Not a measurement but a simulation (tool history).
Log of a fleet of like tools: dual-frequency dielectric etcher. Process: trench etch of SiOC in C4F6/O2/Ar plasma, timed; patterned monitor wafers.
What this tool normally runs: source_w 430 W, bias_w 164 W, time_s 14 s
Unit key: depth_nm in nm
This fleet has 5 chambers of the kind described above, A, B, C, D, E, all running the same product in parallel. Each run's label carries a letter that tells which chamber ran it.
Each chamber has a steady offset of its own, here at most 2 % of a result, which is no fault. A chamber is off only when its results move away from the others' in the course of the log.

run	hour	source_w	bias_w	time_s	read-back reference wafer on the same gauge, depth_nm	depth_nm
1D	6.0	430	164	14	23.707	28.650
2A	10.5	430	164	14	23.708	29.024
3B	14.5	430	164	14	23.721	29.034
4C	17.9	430	164	14	23.710	29.050
5E	20.8	430	164	14	23.711	29.248
6A	23.6	430	164	14	23.719	29.043
# hour 24.6: chamber C: source power generator calibrated
7B	28.0	430	164	14	23.718	29.100
8D	31.3	430	164	14	23.725	28.699
9C	36.6	430	140	14	23.721	27.673
10E	39.6	430	140	14	23.725	27.908
11A	45.6	430	140	14	23.735	27.624
12E	50.4	430	140	14	23.730	27.886
13B	56.5	430	140	14	23.731	27.810
14D	61.1	430	164	14	23.739	28.653
15C	64.3	430	164	14	23.746	29.071
16B	68.6	430	164	14	23.749	29.158
# hour 68.7: chamber D: source power generator calibrated
17C	73.5	430	164	14	23.749	29.040
18A	77.8	430	164	14	23.756	29.063
19D	83.8	430	164	14	23.759	28.688
20E	89.5	430	164	14	23.769	29.326
21E	94.0	430	164	14	23.764	29.338
22A	99.6	430	164	14	23.773	29.107
23B	102.9	430	164	14	23.764	29.163
24D	108.0	430	164	14	23.767	28.763
# hour 112.9: chamber C: wet clean of the chamber
25C	113.0	430	164	14	23.775	29.068
26B	118.4	430	164	14	23.779	29.123
27D	123.0	430	140	14	23.790	27.357
28A	126.4	430	140	14	23.796	27.752
29E	131.1	430	140	14	23.789	27.942
30C	136.6	430	140	14	23.795	27.783
# hour 139.9: chamber B: wet clean of the chamber
31B	141.4	430	140	14	23.794	27.837
32E	144.3	430	164	14	23.802	29.314
33C	150.1	430	164	14	23.808	29.072
34A	154.8	430	164	14	23.804	29.175
35D	159.6	430	164	14	23.813	28.718
36C	164.8	430	164	14	23.814	29.086
37D	168.1	430	164	14	23.824	28.775
38E	173.4	430	164	14	23.812	29.392
39B	177.1	430	164	14	23.814	29.241

All chambers now run identical settings, listed one chamber a line with results as question marks. What results will each chamber show?
40A	181.5	430	164	14		?
40B	181.5	430	164	14		?
40C	181.5	430	164	14		?
40D	181.5	430	164	14		?
40E	181.5	430	164	14		?

run	depth_nm
40A	29.158
40B	29.263
40C	29.113
40D	28.813
40E	29.313

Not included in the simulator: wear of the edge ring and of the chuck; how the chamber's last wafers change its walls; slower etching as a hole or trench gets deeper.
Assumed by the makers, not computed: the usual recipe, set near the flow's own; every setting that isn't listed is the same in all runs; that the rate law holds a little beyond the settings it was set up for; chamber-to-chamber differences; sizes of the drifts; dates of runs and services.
